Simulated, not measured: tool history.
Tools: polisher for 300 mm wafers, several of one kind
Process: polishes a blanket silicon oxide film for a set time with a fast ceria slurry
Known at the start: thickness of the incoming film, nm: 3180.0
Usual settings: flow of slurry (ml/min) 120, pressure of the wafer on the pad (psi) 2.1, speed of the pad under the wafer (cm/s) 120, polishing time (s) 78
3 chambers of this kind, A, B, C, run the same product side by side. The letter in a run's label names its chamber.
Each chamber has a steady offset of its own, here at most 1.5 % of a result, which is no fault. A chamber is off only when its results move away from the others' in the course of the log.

run,hour,flow of slurry (ml/min),pressure of the wafer on the pad (psi),speed of the pad under the wafer (cm/s),polishing time (s),film removed (nm)
1B,5.7,120,2.1,120,78,1276.1
2C,11.9,120,2.1,120,78,1309.9
3A,19.8,120,2.1,120,78,1301.9
4B,23.9,120,2.1,120,78,1287
5C,30.3,120,2.1,120,78,1315.6
# hour 34.1: chamber C: worn pad replaced by a new one
6A,38,120,2.1,120,78,1314.6
7C,43.8,120,2.1,120,78,1297.6
8B,51.5,120,2.1,120,78,1288.9
# hour 55.5: chamber B: worn pad replaced by a new one
# hour 56: chamber A: head pressure recalibrated
9A,59.4,120,2.1,120,78,1166
10C,64.5,120,2.1,120,78,1308.9
11B,71.9,120,2.1,120,78,1285.1
# hour 72.3: chamber A: worn pad replaced by a new one
12A,80.1,120,2.1,120,78,1176.3
13A,83.8,120,2.1,120,78,1173
14C,87.8,120,2.1,120,78,1312.2
15B,94.8,120,2.1,120,78,1288.2
16B,101.8,120,2.1,120,78,1282
17A,105.7,140,2.1,120,78,1207.8
18C,110.3,140,2.1,120,78,1367.8
# hour 112.7: chamber C: worn pad replaced by a new one
19A,116.7,140,2.1,120,78,1210.1
20C,122.4,120,2.1,120,78,1319.2
21B,127.2,120,2.1,120,78,1295.4

All 3 chambers run these settings next. Forecast each chamber's results:
22A,133.2,120,2.1,136,78,?
22B,133.2,120,2.1,136,78,?
22C,133.2,120,2.1,136,78,?

run,film removed (nm)
22A,1343.6
22B,1458.1
22C,1475.3

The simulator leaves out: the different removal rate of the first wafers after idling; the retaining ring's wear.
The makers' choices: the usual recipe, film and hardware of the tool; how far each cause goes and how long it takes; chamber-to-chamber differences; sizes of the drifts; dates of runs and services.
